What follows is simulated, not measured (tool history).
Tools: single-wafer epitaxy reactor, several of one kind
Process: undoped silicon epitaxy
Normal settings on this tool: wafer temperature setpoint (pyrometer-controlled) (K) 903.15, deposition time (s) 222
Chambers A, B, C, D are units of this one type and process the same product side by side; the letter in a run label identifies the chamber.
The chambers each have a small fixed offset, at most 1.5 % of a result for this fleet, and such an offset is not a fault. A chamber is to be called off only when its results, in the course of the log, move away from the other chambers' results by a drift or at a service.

run	hour	wafer temperature setpoint (pyrometer-controlled) (K)	deposition time (s)	read-back reference wafer on the same gauge, thickness_nm	mean film thickness on the monitor wafer (nm)
# hour 2.9: chamber B: pyrometer calibrated
1B	4.8	903.15	222	22.723	23.589
2C	8.3	903.15	222	22.701	23.777
# hour 11.6: chamber C: pyrometer calibrated
3D	11.7	903.15	222	22.696	24.241
4A	16.8	903.15	222	22.724	23.815
5B	19.9	903.15	222	22.717	23.649
6C	23.8	903.15	222	22.683	23.801
7A	28.7	903.15	222	22.681	24.219
8D	31.0	903.15	222	22.685	23.989
9B	35.8	903.15	222	22.732	23.502
10D	38.5	903.15	222	22.710	24.231
11C	41.9	903.15	222	22.703	23.807
12A	44.8	903.15	222	22.693	23.988
13A	49.7	903.15	222	22.725	24.029
14B	51.9	903.15	200	22.741	21.208
15D	54.5	903.15	200	22.682	21.702
16C	57.2	903.15	200	22.686	21.153
17A	60.3	903.15	200	22.728	21.648
18D	64.0	903.15	222	22.699	23.961
19C	66.4	903.15	222	22.678	23.676
20B	69.1	903.15	222	22.713	23.531
21B	73.3	903.15	222	22.698	23.683
22C	75.8	913.15	222	22.698	29.671
23A	78.4	913.15	222	22.703	30.100
24D	82.9	913.15	222	22.685	29.814
25A	86.2	913.15	222	22.707	30.077
26D	88.5	903.15	222	22.685	23.899
27C	91.4	903.15	222	22.727	23.802
28B	94.3	903.15	222	22.696	23.815
29D	96.9	903.15	222	22.706	23.660
30C	100.9	903.15	222	22.688	23.666
31A	105.8	903.15	222	22.689	23.986
32B	110.8	903.15	222	22.696	23.651
33B	114.4	903.15	222	22.685	23.700
34A	119.2	903.15	222	22.705	24.158
35C	123.6	903.15	222	22.702	23.732
36D	127.0	903.15	222	22.712	23.441
37C	131.3	903.15	222	22.700	23.843
38B	135.0	903.15	222	22.712	23.662

All chambers now run identical settings, listed one chamber a line with results as question marks. What results will each chamber show?
39A	138.7	903.15	222		?
39B	138.7	903.15	222		?
39C	138.7	903.15	222		?
39D	138.7	903.15	222		?

run	mean film thickness on the monitor wafer (nm)
39A	23.933
39B	23.528
39C	23.761
39D	23.215

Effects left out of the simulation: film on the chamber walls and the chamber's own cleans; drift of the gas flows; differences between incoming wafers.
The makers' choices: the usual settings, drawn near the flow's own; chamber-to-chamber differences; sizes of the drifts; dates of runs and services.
